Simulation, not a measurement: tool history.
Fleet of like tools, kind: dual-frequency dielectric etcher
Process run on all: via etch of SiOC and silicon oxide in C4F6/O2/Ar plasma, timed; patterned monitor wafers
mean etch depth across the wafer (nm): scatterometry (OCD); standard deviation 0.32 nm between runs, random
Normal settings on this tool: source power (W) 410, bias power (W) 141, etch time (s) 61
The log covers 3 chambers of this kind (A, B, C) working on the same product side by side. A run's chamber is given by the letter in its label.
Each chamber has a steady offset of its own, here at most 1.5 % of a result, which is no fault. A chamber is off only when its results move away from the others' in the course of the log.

run,hour,source power (W),bias power (W),etch time (s),hours since the last wet clean,hours since the last source power generator calibration,hours since the last bias power generator calibration,"read-back reference wafer on the same gauge, depth_nm",mean etch depth across the wafer (nm)
1B,6.5,410,141,61,507.0,1703.8,3474.9,59.600,65.204
2C,17.0,410,141,61,274.0,1770.5,2233.5,59.597,64.635
3A,24.4,410,141,61,356.7,1876.3,1503.4,59.591,64.943
4A,31.5,410,141,61,363.8,1883.4,1510.5,59.652,64.590
5C,39.4,410,141,61,296.4,1792.9,2255.9,59.662,64.993
6B,46.0,410,141,61,546.5,1743.3,3514.4,59.598,65.651
7A,54.8,410,141,61,387.1,1906.7,1533.8,59.613,64.686
8C,64.3,410,141,61,321.3,1817.8,2280.8,59.649,64.598
# hour 70.6: chamber A: wet clean of the chamber
9B,72.8,410,141,61,573.3,1770.1,3541.2,59.624,65.632
10C,83.2,410,141,61,340.2,1836.7,2299.7,59.629,65.336
# hour 86.7: chamber B: wet clean of the chamber
11A,90.4,410,141,69,19.8,1942.3,1569.4,59.585,72.753
12B,100.8,410,141,69,14.1,1798.1,3569.2,59.616,76.350
# hour 103.0: chamber A: bias power generator calibrated
13B,109.5,410,141,69,22.8,1806.8,3577.9,59.668,76.295
14C,117.3,410,141,61,374.3,1870.8,2333.8,59.659,64.967
# hour 123.7: chamber C: wet clean of the chamber
15A,127.5,410,141,61,56.9,1979.4,24.6,59.648,64.953
16C,136.6,410,141,61,12.9,1890.1,2353.1,59.584,64.774
# hour 143.9: chamber B: bias power generator calibrated
17A,147.1,410,141,61,76.5,1999.0,44.2,59.545,64.545
18B,154.7,410,141,61,68.0,1852.0,10.8,59.634,67.484
19C,163.1,410,141,61,39.4,1916.6,2379.6,59.624,64.887
20A,172.5,410,141,61,101.9,2024.4,69.6,59.616,64.017
21B,179.5,410,141,61,92.8,1876.8,35.6,59.683,67.237
22B,189.8,410,153,61,103.1,1887.1,45.9,59.607,69.025
23A,199.9,410,153,61,129.3,2051.8,97.0,59.562,66.571

All 3 chambers run these settings next. Forecast each chamber's results:
24A,207.9,410,141,61,,,,,?
24B,207.9,410,141,61,,,,,?
24C,207.9,410,141,61,,,,,?

run,mean etch depth across the wafer (nm)
24A,64.856
24B,67.605
24C,65.092
